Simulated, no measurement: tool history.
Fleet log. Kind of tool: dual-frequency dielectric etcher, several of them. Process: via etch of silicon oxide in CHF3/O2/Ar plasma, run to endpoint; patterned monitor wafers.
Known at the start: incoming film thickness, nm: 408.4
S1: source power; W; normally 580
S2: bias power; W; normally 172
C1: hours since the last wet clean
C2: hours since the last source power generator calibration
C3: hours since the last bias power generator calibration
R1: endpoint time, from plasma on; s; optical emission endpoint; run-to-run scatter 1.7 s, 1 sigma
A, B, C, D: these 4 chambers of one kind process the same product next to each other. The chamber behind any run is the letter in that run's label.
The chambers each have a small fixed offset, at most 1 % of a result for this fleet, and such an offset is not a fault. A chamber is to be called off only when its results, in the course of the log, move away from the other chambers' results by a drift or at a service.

run	day	S1	S2	C1	C2	C3	R1
1C	0.283	580	172	437.6	1530.9	1977.2	212.26
2D	0.754	580	172	61.9	2871.7	1294	212.37
3B	1.175	580	172	387.3	1532.2	2630	211.92
# day 1.338: chamber B: bias power generator calibrated
4A	1.604	580	172	411.7	1858.1	1009.5	213.71
5B	1.842	580	172	403.3	1548.2	12.2	213.51
6A	2.05	640	203	422.4	1868.8	1020.2	191.97
7C	2.312	640	203	486.3	1579.6	2025.9	191.66
8D	2.725	640	203	109.2	2919	1341.3	194.61
# day 2.896: chamber C: bias power generator calibrated
9C	3.167	640	203	506.8	1600.1	6.5	192.76
10D	3.396	580	172	125.3	2935.1	1357.4	214.3
11A	3.85	580	172	465.6	1912	1063.4	210.76
# day 3.996: chamber B: wet clean of the chamber
12B	4.125	580	172	3.2	1603	67	214.79
13C	4.367	580	172	535.6	1628.9	35.3	212.19
# day 4.529: chamber C: wet clean of the chamber
# day 4.671: chamber A: wet clean of the chamber
14B	4.829	580	172	20.1	1619.9	83.9	217.87
15D	5.1	580	172	166.2	2976	1398.3	210.14
16A	5.442	580	172	18.5	1950.2	1101.6	212.91
17C	5.842	580	172	31.5	1664.3	70.7	209.86
18D	6.079	580	172	189.7	2999.5	1421.8	211.8
19A	6.396	580	172	41.4	1973.1	1124.5	213.52
20B	6.867	580	172	69	1668.8	132.8	214.41
21C	7.15	580	172	62.9	1695.7	102.1	210.71
# day 7.162: chamber D: source power generator calibrated
22D	7.488	580	172	223.5	7.8	1455.6	214.67
23B	7.954	580	172	95.1	1694.9	158.9	217.56
24A	8.35	580	172	88.3	2020	1171.4	210.14
25C	8.6	580	172	97.7	1730.5	136.9	210.32
26D	8.996	580	172	259.7	44	1491.8	212.41
27A	9.25	580	198	109.9	2041.6	1193	202.3
28B	9.492	580	198	132	1731.8	195.8	206.39
29C	9.75	580	198	125.3	1758.1	164.5	201.12
30D	10.196	580	198	288.5	72.8	1520.6	202.85
31B	10.542	580	172	157.2	1757	221	215.67
32A	10.875	580	172	148.9	2080.6	1232	211.49
33D	11.275	580	172	314.4	98.7	1546.5	213.49
34C	11.55	580	172	168.5	1801.3	207.7	210.16
35A	11.996	580	172	175.8	2107.5	1258.9	211.05
36B	12.3	580	172	199.4	1799.2	263.2	216.38
37A	12.571	580	172	189.6	2121.3	1272.7	213.67
38D	12.9	580	172	353.4	137.7	1585.5	213.59
39B	13.267	580	172	222.6	1822.4	286.4	213.06
40C	13.608	580	172	217.9	1850.7	257.1	212.72

What goes on in this fleet: one chamber off, a drifting gauge, or nothing beyond the chambers' own small offsets? Name the chamber and the cause, if any.

No chamber stands off beyond its own small offset, and the gauge holds steady.
